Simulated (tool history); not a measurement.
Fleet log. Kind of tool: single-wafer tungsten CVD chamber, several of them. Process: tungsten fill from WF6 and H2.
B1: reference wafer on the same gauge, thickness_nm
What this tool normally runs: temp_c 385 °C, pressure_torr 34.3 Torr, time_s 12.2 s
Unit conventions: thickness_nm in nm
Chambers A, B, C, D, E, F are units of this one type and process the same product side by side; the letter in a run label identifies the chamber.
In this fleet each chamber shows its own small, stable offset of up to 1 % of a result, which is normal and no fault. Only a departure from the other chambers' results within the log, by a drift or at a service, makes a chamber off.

run 1C day=0.133 | temp_c=385 pressure_torr=34.3 time_s=12.2 | B1=28.904 | thickness_nm=28.589
run 2E day=0.3 | temp_c=385 pressure_torr=34.3 time_s=12.2 | B1=28.895 | thickness_nm=28.3
run 3A day=0.488 | temp_c=385 pressure_torr=34.3 time_s=12.2 | B1=28.89 | thickness_nm=28.222
-- day=0.621 chamber D: capacitance manometer re-zeroed and calibrated
run 4B day=0.729 | temp_c=385 pressure_torr=34.3 time_s=12.2 | B1=28.916 | thickness_nm=28.417
run 5F day=0.983 | temp_c=385 pressure_torr=42.6 time_s=12.2 | B1=28.902 | thickness_nm=31.33
run 6D day=1.204 | temp_c=385 pressure_torr=42.6 time_s=12.2 | B1=28.906 | thickness_nm=31.353
run 7E day=1.458 | temp_c=385 pressure_torr=42.6 time_s=12.2 | B1=28.894 | thickness_nm=31.211
run 8D day=1.638 | temp_c=385 pressure_torr=42.6 time_s=12.2 | B1=28.903 | thickness_nm=30.84
run 9B day=1.817 | temp_c=385 pressure_torr=42.6 time_s=12.2 | B1=28.895 | thickness_nm=31.23
run 10A day=2.033 | temp_c=385 pressure_torr=42.6 time_s=12.2 | B1=28.908 | thickness_nm=31.162
run 11C day=2.283 | temp_c=385 pressure_torr=34.3 time_s=12.2 | B1=28.876 | thickness_nm=28.128
run 12F day=2.483 | temp_c=385 pressure_torr=34.3 time_s=12.2 | B1=28.911 | thickness_nm=28.743
run 13D day=2.708 | temp_c=385 pressure_torr=34.3 time_s=12.2 | B1=28.888 | thickness_nm=27.993
run 14E day=2.938 | temp_c=385 pressure_torr=41 time_s=12.2 | B1=28.907 | thickness_nm=30.592
run 15B day=3.075 | temp_c=385 pressure_torr=41 time_s=12.2 | B1=28.882 | thickness_nm=30.758
run 16F day=3.238 | temp_c=385 pressure_torr=41 time_s=12.2 | B1=28.897 | thickness_nm=31.351
run 17A day=3.379 | temp_c=385 pressure_torr=41 time_s=12.2 | B1=28.918 | thickness_nm=30.767
run 18C day=3.642 | temp_c=385 pressure_torr=41 time_s=12.2 | B1=28.869 | thickness_nm=30.962
run 19A day=3.858 | temp_c=385 pressure_torr=41 time_s=12.2 | B1=28.907 | thickness_nm=30.541
run 20F day=4.025 | temp_c=385 pressure_torr=34.3 time_s=12.2 | B1=28.897 | thickness_nm=28.709
run 21E day=4.192 | temp_c=385 pressure_torr=34.3 time_s=12.2 | B1=28.874 | thickness_nm=28.246
run 22B day=4.375 | temp_c=385 pressure_torr=34.3 time_s=12.2 | B1=28.903 | thickness_nm=28.312
run 23D day=4.633 | temp_c=385 pressure_torr=27.2 time_s=12.2 | B1=28.908 | thickness_nm=25.24
run 24C day=4.796 | temp_c=385 pressure_torr=27.2 time_s=12.2 | B1=28.919 | thickness_nm=25.478
run 25F day=4.912 | temp_c=385 pressure_torr=27.2 time_s=12.2 | B1=28.89 | thickness_nm=26.228
run 26B day=5.083 | temp_c=385 pressure_torr=27.2 time_s=12.2 | B1=28.895 | thickness_nm=25.383
run 27D day=5.258 | temp_c=385 pressure_torr=27.2 time_s=12.2 | B1=28.875 | thickness_nm=25.315
run 28E day=5.421 | temp_c=385 pressure_torr=27.2 time_s=12.2 | B1=28.907 | thickness_nm=25.293
run 29A day=5.617 | temp_c=385 pressure_torr=34.3 time_s=12.2 | B1=28.94 | thickness_nm=28.201
run 30C day=5.75 | temp_c=385 pressure_torr=34.3 time_s=12.2 | B1=28.929 | thickness_nm=28.439
run 31E day=5.9 | temp_c=385 pressure_torr=34.3 time_s=12.2 | B1=28.881 | thickness_nm=28.241
run 32D day=6.046 | temp_c=385 pressure_torr=34.3 time_s=12.2 | B1=28.872 | thickness_nm=28.26
run 33F day=6.208 | temp_c=385 pressure_torr=34.3 time_s=12.2 | B1=28.912 | thickness_nm=29.331
run 34A day=6.408 | temp_c=385 pressure_torr=34.3 time_s=12.2 | B1=28.899 | thickness_nm=28.109
run 35C day=6.633 | temp_c=385 pressure_torr=34.3 time_s=12.2 | B1=28.899 | thickness_nm=28.502
run 36B day=6.796 | temp_c=385 pressure_torr=34.3 time_s=12.2 | B1=28.927 | thickness_nm=28.442
run 37A day=6.988 | temp_c=385 pressure_torr=34.3 time_s=12.2 | B1=28.888 | thickness_nm=28.238
run 38E day=7.138 | temp_c=385 pressure_torr=34.3 time_s=12.2 | B1=28.893 | thickness_nm=28.169
run 39F day=7.367 | temp_c=385 pressure_torr=34.3 time_s=12.2 | B1=28.883 | thickness_nm=29.636
run 40D day=7.575 | temp_c=385 pressure_torr=34.3 time_s=12.2 | B1=28.909 | thickness_nm=28.217

Each of the 6 chambers runs these same settings next. Fill in every chamber's results:
run 41A day=7.771 | temp_c=385 pressure_torr=37.9 time_s=12.2 | thickness_nm=?
run 41B day=7.771 | temp_c=385 pressure_torr=37.9 time_s=12.2 | thickness_nm=?
run 41C day=7.771 | temp_c=385 pressure_torr=37.9 time_s=12.2 | thickness_nm=?
run 41D day=7.771 | temp_c=385 pressure_torr=37.9 time_s=12.2 | thickness_nm=?
run 41E day=7.771 | temp_c=385 pressure_torr=37.9 time_s=12.2 | thickness_nm=?
run 41F day=7.771 | temp_c=385 pressure_torr=37.9 time_s=12.2 | thickness_nm=?

run=41A thickness_nm=29.654
run=41B thickness_nm=29.687
run=41C thickness_nm=29.801
run=41D thickness_nm=29.558
run=41E thickness_nm=29.369
run=41F thickness_nm=31.388
